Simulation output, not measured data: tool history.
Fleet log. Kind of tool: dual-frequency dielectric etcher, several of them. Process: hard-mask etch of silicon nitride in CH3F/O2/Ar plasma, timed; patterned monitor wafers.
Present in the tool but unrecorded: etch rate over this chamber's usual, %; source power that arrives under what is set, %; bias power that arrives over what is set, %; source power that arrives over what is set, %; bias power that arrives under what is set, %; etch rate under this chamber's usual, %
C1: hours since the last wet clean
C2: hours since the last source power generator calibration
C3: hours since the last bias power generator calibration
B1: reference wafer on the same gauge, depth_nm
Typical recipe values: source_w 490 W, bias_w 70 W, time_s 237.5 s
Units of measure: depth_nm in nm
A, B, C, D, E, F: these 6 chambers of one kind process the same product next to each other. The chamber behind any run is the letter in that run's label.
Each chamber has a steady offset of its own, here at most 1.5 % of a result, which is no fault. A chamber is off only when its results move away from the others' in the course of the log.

{"run": "1B", "hour": 2.3, "source_w": 490, "bias_w": 70, "time_s": 237.5, "C1": 61.6, "C2": 1187.6, "C3": 1472.5, "B1": 210.11, "depth_nm": 175.17}
{"run": "2E", "hour": 7.5, "source_w": 490, "bias_w": 70, "time_s": 237.5, "C1": 264.6, "C2": 1167.1, "C3": 513.4, "B1": 209.89, "depth_nm": 177.97}
{"run": "3D", "hour": 12.1, "source_w": 490, "bias_w": 70, "time_s": 237.5, "C1": 451.5, "C2": 565.2, "C3": 64.1, "B1": 210.01, "depth_nm": 179.03}
{"run": "4C", "hour": 17.0, "source_w": 490, "bias_w": 70, "time_s": 237.5, "C1": 24.0, "C2": 487.2, "C3": 330.0, "B1": 209.94, "depth_nm": 177.88}
{"run": "5F", "hour": 22.0, "source_w": 490, "bias_w": 70, "time_s": 237.5, "C1": 177.4, "C2": 2234.4, "C3": 1772.7, "B1": 209.99, "depth_nm": 178.68}
{"run": "6A", "hour": 25.9, "source_w": 490, "bias_w": 70, "time_s": 237.5, "C1": 204.5, "C2": 909.7, "C3": 476.0, "B1": 210.0, "depth_nm": 179.93}
{"run": "7D", "hour": 30.3, "source_w": 490, "bias_w": 70, "time_s": 237.5, "C1": 469.7, "C2": 583.4, "C3": 82.3, "B1": 209.95, "depth_nm": 179.13}
{"run": "8F", "hour": 32.9, "source_w": 490, "bias_w": 70, "time_s": 237.5, "C1": 188.3, "C2": 2245.3, "C3": 1783.6, "B1": 209.97, "depth_nm": 178.02}
{"run": "9A", "hour": 36.5, "source_w": 490, "bias_w": 62, "time_s": 237.5, "C1": 215.1, "C2": 920.3, "C3": 486.6, "B1": 210.01, "depth_nm": 173.1}
{"run": "10C", "hour": 40.8, "source_w": 490, "bias_w": 62, "time_s": 237.5, "C1": 47.8, "C2": 511.0, "C3": 353.8, "B1": 209.89, "depth_nm": 170.79}
{"hour": 41.2, "done": "chamber F: bias power generator calibrated"}
{"run": "11E", "hour": 43.2, "source_w": 490, "bias_w": 62, "time_s": 237.5, "C1": 300.3, "C2": 1202.8, "C3": 549.1, "B1": 210.01, "depth_nm": 170.69}
{"run": "12B", "hour": 47.7, "source_w": 490, "bias_w": 62, "time_s": 237.5, "C1": 107.0, "C2": 1233.0, "C3": 1517.9, "B1": 210.1, "depth_nm": 168.76}
{"run": "13F", "hour": 52.3, "source_w": 490, "bias_w": 62, "time_s": 237.5, "C1": 207.7, "C2": 2264.7, "C3": 11.2, "B1": 209.97, "depth_nm": 171.39}
{"run": "14B", "hour": 54.8, "source_w": 490, "bias_w": 62, "time_s": 237.5, "C1": 114.1, "C2": 1240.1, "C3": 1525.0, "B1": 209.91, "depth_nm": 168.53}
{"run": "15C", "hour": 59.2, "source_w": 490, "bias_w": 70, "time_s": 237.5, "C1": 66.2, "C2": 529.4, "C3": 372.2, "B1": 209.89, "depth_nm": 177.99}
{"run": "16E", "hour": 63.3, "source_w": 490, "bias_w": 70, "time_s": 237.5, "C1": 320.4, "C2": 1222.9, "C3": 569.2, "B1": 210.05, "depth_nm": 178.04}
{"run": "17D", "hour": 67.9, "source_w": 490, "bias_w": 70, "time_s": 237.5, "C1": 507.3, "C2": 621.0, "C3": 119.9, "B1": 209.95, "depth_nm": 179.63}
{"run": "18A", "hour": 71.4, "source_w": 490, "bias_w": 70, "time_s": 237.5, "C1": 250.0, "C2": 955.2, "C3": 521.5, "B1": 210.02, "depth_nm": 179.8}
{"run": "19A", "hour": 74.7, "source_w": 490, "bias_w": 70, "time_s": 237.5, "C1": 253.3, "C2": 958.5, "C3": 524.8, "B1": 209.91, "depth_nm": 180.25}
{"run": "20B", "hour": 77.6, "source_w": 490, "bias_w": 70, "time_s": 237.5, "C1": 136.9, "C2": 1262.9, "C3": 1547.8, "B1": 209.96, "depth_nm": 175.32}
{"run": "21E", "hour": 82.8, "source_w": 490, "bias_w": 70, "time_s": 237.5, "C1": 339.9, "C2": 1242.4, "C3": 588.7, "B1": 210.02, "depth_nm": 177.69}
{"run": "22F", "hour": 85.7, "source_w": 490, "bias_w": 70, "time_s": 237.5, "C1": 241.1, "C2": 2298.1, "C3": 44.6, "B1": 209.93, "depth_nm": 179.15}
{"run": "23C", "hour": 88.1, "source_w": 490, "bias_w": 70, "time_s": 237.5, "C1": 95.1, "C2": 558.3, "C3": 401.1, "B1": 210.22, "depth_nm": 177.76}
{"hour": 90.0, "done": "chamber D: wet clean of the chamber"}
{"run": "24D", "hour": 92.8, "source_w": 490, "bias_w": 70, "time_s": 237.5, "C1": 2.9, "C2": 645.9, "C3": 144.8, "B1": 210.09, "depth_nm": 179.43}
{"run": "25A", "hour": 96.8, "source_w": 490, "bias_w": 70, "time_s": 237.5, "C1": 275.4, "C2": 980.6, "C3": 546.9, "B1": 209.99, "depth_nm": 179.02}
{"run": "26D", "hour": 99.8, "source_w": 490, "bias_w": 70, "time_s": 237.5, "C1": 9.9, "C2": 652.9, "C3": 151.8, "B1": 210.2, "depth_nm": 179.83}
{"run": "27F", "hour": 102.1, "source_w": 490, "bias_w": 70, "time_s": 237.5, "C1": 257.5, "C2": 2314.5, "C3": 61.0, "B1": 209.94, "depth_nm": 178.28}
{"run": "28B", "hour": 105.6, "source_w": 490, "bias_w": 70, "time_s": 237.5, "C1": 164.9, "C2": 1290.9, "C3": 1575.8, "B1": 210.05, "depth_nm": 176.27}
{"run": "29C", "hour": 108.3, "source_w": 490, "bias_w": 70, "time_s": 237.5, "C1": 115.3, "C2": 578.5, "C3": 421.3, "B1": 210.04, "depth_nm": 177.5}
{"run": "30E", "hour": 110.9, "source_w": 490, "bias_w": 70, "time_s": 237.5, "C1": 368.0, "C2": 1270.5, "C3": 616.8, "B1": 210.01, "depth_nm": 177.93}
{"run": "31C", "hour": 113.8, "source_w": 490, "bias_w": 70, "time_s": 237.5, "C1": 120.8, "C2": 584.0, "C3": 426.8, "B1": 209.98, "depth_nm": 177.75}
{"run": "32B", "hour": 117.6, "source_w": 490, "bias_w": 70, "time_s": 237.5, "C1": 176.9, "C2": 1302.9, "C3": 1587.8, "B1": 210.13, "depth_nm": 175.51}
{"run": "33A", "hour": 122.6, "source_w": 490, "bias_w": 70, "time_s": 237.5, "C1": 301.2, "C2": 1006.4, "C3": 572.7, "B1": 210.16, "depth_nm": 179.41}
{"run": "34E", "hour": 127.2, "source_w": 490, "bias_w": 70, "time_s": 237.5, "C1": 384.3, "C2": 1286.8, "C3": 633.1, "B1": 209.91, "depth_nm": 177.99}
{"run": "35D", "hour": 130.1, "source_w": 490, "bias_w": 70, "time_s": 237.5, "C1": 40.2, "C2": 683.2, "C3": 182.1, "B1": 209.91, "depth_nm": 178.95}
{"run": "36F", "hour": 135.1, "source_w": 550, "bias_w": 65, "time_s": 237.5, "C1": 290.5, "C2": 2347.5, "C3": 94.0, "B1": 210.1, "depth_nm": 182.52}
{"run": "37E", "hour": 139.7, "source_w": 550, "bias_w": 65, "time_s": 237.5, "C1": 396.8, "C2": 1299.3, "C3": 645.6, "B1": 209.95, "depth_nm": 181.46}
{"run": "38F", "hour": 142.8, "source_w": 550, "bias_w": 65, "time_s": 237.5, "C1": 298.2, "C2": 2355.2, "C3": 101.7, "B1": 210.09, "depth_nm": 181.38}
{"run": "39C", "hour": 146.3, "source_w": 550, "bias_w": 65, "time_s": 237.5, "C1": 153.3, "C2": 616.5, "C3": 459.3, "B1": 209.98, "depth_nm": 182.45}
{"run": "40B", "hour": 150.5, "source_w": 550, "bias_w": 65, "time_s": 237.5, "C1": 209.8, "C2": 1335.8, "C3": 1620.7, "B1": 210.01, "depth_nm": 179.52}
{"run": "41A", "hour": 154.0, "source_w": 550, "bias_w": 65, "time_s": 237.5, "C1": 332.6, "C2": 1037.8, "C3": 604.1, "B1": 210.19, "depth_nm": 183.1}
{"run": "42D", "hour": 156.3, "source_w": 490, "bias_w": 70, "time_s": 237.5, "C1": 66.4, "C2": 709.4, "C3": 208.3, "B1": 209.89, "depth_nm": 179.28}

All 6 chambers run these settings next. Forecast each chamber's results:
{"run": "43A", "hour": 160.0, "source_w": 490, "bias_w": 70, "time_s": 237.5, "depth_nm": "?"}
{"run": "43B", "hour": 160.0, "source_w": 490, "bias_w": 70, "time_s": 237.5, "depth_nm": "?"}
{"run": "43C", "hour": 160.0, "source_w": 490, "bias_w": 70, "time_s": 237.5, "depth_nm": "?"}
{"run": "43D", "hour": 160.0, "source_w": 490, "bias_w": 70, "time_s": 237.5, "depth_nm": "?"}
{"run": "43E", "hour": 160.0, "source_w": 490, "bias_w": 70, "time_s": 237.5, "depth_nm": "?"}
{"run": "43F", "hour": 160.0, "source_w": 490, "bias_w": 70, "time_s": 237.5, "depth_nm": "?"}

run=43A depth_nm=179.83
run=43B depth_nm=175.32
run=43C depth_nm=177.53
run=43D depth_nm=179.75
run=43E depth_nm=177.57
run=43F depth_nm=177.85
